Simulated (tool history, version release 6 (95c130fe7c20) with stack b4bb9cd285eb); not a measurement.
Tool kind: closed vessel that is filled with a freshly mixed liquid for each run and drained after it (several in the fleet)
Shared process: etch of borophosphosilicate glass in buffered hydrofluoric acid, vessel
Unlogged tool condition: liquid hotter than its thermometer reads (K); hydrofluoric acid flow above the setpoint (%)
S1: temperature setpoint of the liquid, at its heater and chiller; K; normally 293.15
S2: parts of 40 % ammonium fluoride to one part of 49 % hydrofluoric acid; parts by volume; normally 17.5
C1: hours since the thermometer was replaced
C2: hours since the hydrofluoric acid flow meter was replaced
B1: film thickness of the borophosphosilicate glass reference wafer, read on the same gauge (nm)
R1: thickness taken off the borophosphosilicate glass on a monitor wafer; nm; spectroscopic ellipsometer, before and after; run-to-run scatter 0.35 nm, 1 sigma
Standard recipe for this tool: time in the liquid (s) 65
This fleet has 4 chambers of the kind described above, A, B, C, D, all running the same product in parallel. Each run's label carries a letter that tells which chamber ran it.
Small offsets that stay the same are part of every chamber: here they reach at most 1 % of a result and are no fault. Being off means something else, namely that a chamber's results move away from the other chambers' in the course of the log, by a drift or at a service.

run 1D hour=4.5 | S1=293.15 S2=17.5 time_in_the_liquid_(s)=65 | C1=1139.8 C2=1308.9 | B1=100 | R1=38.043
run 2A hour=7.2 | S1=293.15 S2=17.5 time_in_the_liquid_(s)=65 | C1=235.4 C2=784.2 | B1=99.98 | R1=37.1
run 3C hour=10.3 | S1=293.15 S2=17.5 time_in_the_liquid_(s)=65 | C1=90.2 C2=1668.8 | B1=100.01 | R1=37.328
run 4B hour=14.4 | S1=293.15 S2=17.5 time_in_the_liquid_(s)=65 | C1=291.9 C2=335.2 | B1=99.986 | R1=38.064
run 5A hour=18.3 | S1=293.15 S2=17.5 time_in_the_liquid_(s)=65 | C1=246.5 C2=795.3 | B1=100.01 | R1=37.733
run 6B hour=21.6 | S1=293.15 S2=17.5 time_in_the_liquid_(s)=65 | C1=299.1 C2=342.4 | B1=99.98 | R1=37.244
run 7C hour=24.9 | S1=293.15 S2=17.5 time_in_the_liquid_(s)=65 | C1=104.8 C2=1683.4 | B1=100.01 | R1=37.472
run 8D hour=29.1 | S1=293.15 S2=17.5 time_in_the_liquid_(s)=65 | C1=1164.4 C2=1333.5 | B1=99.996 | R1=37.327
run 9B hour=33.4 | S1=293.15 S2=17.5 time_in_the_liquid_(s)=65 | C1=310.9 C2=354.2 | B1=99.975 | R1=37.131
run 10A hour=37 | S1=293.15 S2=17.5 time_in_the_liquid_(s)=65 | C1=265.2 C2=814 | B1=99.997 | R1=37.252
run 11C hour=39.1 | S1=293.15 S2=17.5 time_in_the_liquid_(s)=65 | C1=119 C2=1697.6 | B1=99.978 | R1=37.121
run 12D hour=42.4 | S1=293.15 S2=17.5 time_in_the_liquid_(s)=65 | C1=1177.7 C2=1346.8 | B1=100 | R1=37.575
run 13A hour=44.8 | S1=293.15 S2=17.5 time_in_the_liquid_(s)=65 | C1=273 C2=821.8 | B1=99.988 | R1=36.847
run 14B hour=47.4 | S1=293.15 S2=17.5 time_in_the_liquid_(s)=65 | C1=324.9 C2=368.2 | B1=99.958 | R1=37.309
run 15D hour=52 | S1=293.15 S2=17.5 time_in_the_liquid_(s)=65 | C1=1187.3 C2=1356.4 | B1=99.958 | R1=37.968
run 16C hour=56.7 | S1=293.15 S2=17.5 time_in_the_liquid_(s)=65 | C1=136.6 C2=1715.2 | B1=99.992 | R1=37.561
run 17A hour=60.8 | S1=293.15 S2=17.5 time_in_the_liquid_(s)=65 | C1=289 C2=837.8 | B1=99.99 | R1=37.953
run 18D hour=63 | S1=293.15 S2=17.5 time_in_the_liquid_(s)=65 | C1=1198.3 C2=1367.4 | B1=99.988 | R1=37.437
run 19C hour=66.4 | S1=293.15 S2=17.5 time_in_the_liquid_(s)=65 | C1=146.3 C2=1724.9 | B1=99.997 | R1=37.712
run 20B hour=68.7 | S1=293.15 S2=17.5 time_in_the_liquid_(s)=65 | C1=346.2 C2=389.5 | B1=100 | R1=37.6
run 21A hour=72.1 | S1=293.15 S2=17.5 time_in_the_liquid_(s)=65 | C1=300.3 C2=849.1 | B1=99.97 | R1=37.042
run 22D hour=76.9 | S1=293.15 S2=17.5 time_in_the_liquid_(s)=65 | C1=1212.2 C2=1381.3 | B1=99.988 | R1=37.177
run 23B hour=79.6 | S1=297.65 S2=17.5 time_in_the_liquid_(s)=65 | C1=357.1 C2=400.4 | B1=99.994 | R1=48.185
run 24C hour=82 | S1=297.65 S2=17.5 time_in_the_liquid_(s)=65 | C1=161.9 C2=1740.5 | B1=100.02 | R1=48.391
run 25D hour=84.6 | S1=297.65 S2=17.5 time_in_the_liquid_(s)=65 | C1=1219.9 C2=1389 | B1=100.02 | R1=48.171
run 26B hour=88.5 | S1=297.65 S2=17.5 time_in_the_liquid_(s)=65 | C1=366 C2=409.3 | B1=99.979 | R1=48.193
run 27C hour=92.6 | S1=293.15 S2=17.5 time_in_the_liquid_(s)=65 | C1=172.5 C2=1751.1 | B1=100.01 | R1=36.987

Predict what each chamber gives when all 4 of them run the settings below next.
run 28A hour=96 | S1=293.15 S2=17.5 time_in_the_liquid_(s)=65 | R1=?
run 28B hour=96 | S1=293.15 S2=17.5 time_in_the_liquid_(s)=65 | R1=?
run 28C hour=96 | S1=293.15 S2=17.5 time_in_the_liquid_(s)=65 | R1=?
run 28D hour=96 | S1=293.15 S2=17.5 time_in_the_liquid_(s)=65 | R1=?

run=28A R1=37.223
run=28B R1=37.973
run=28C R1=37.898
run=28D R1=37.94
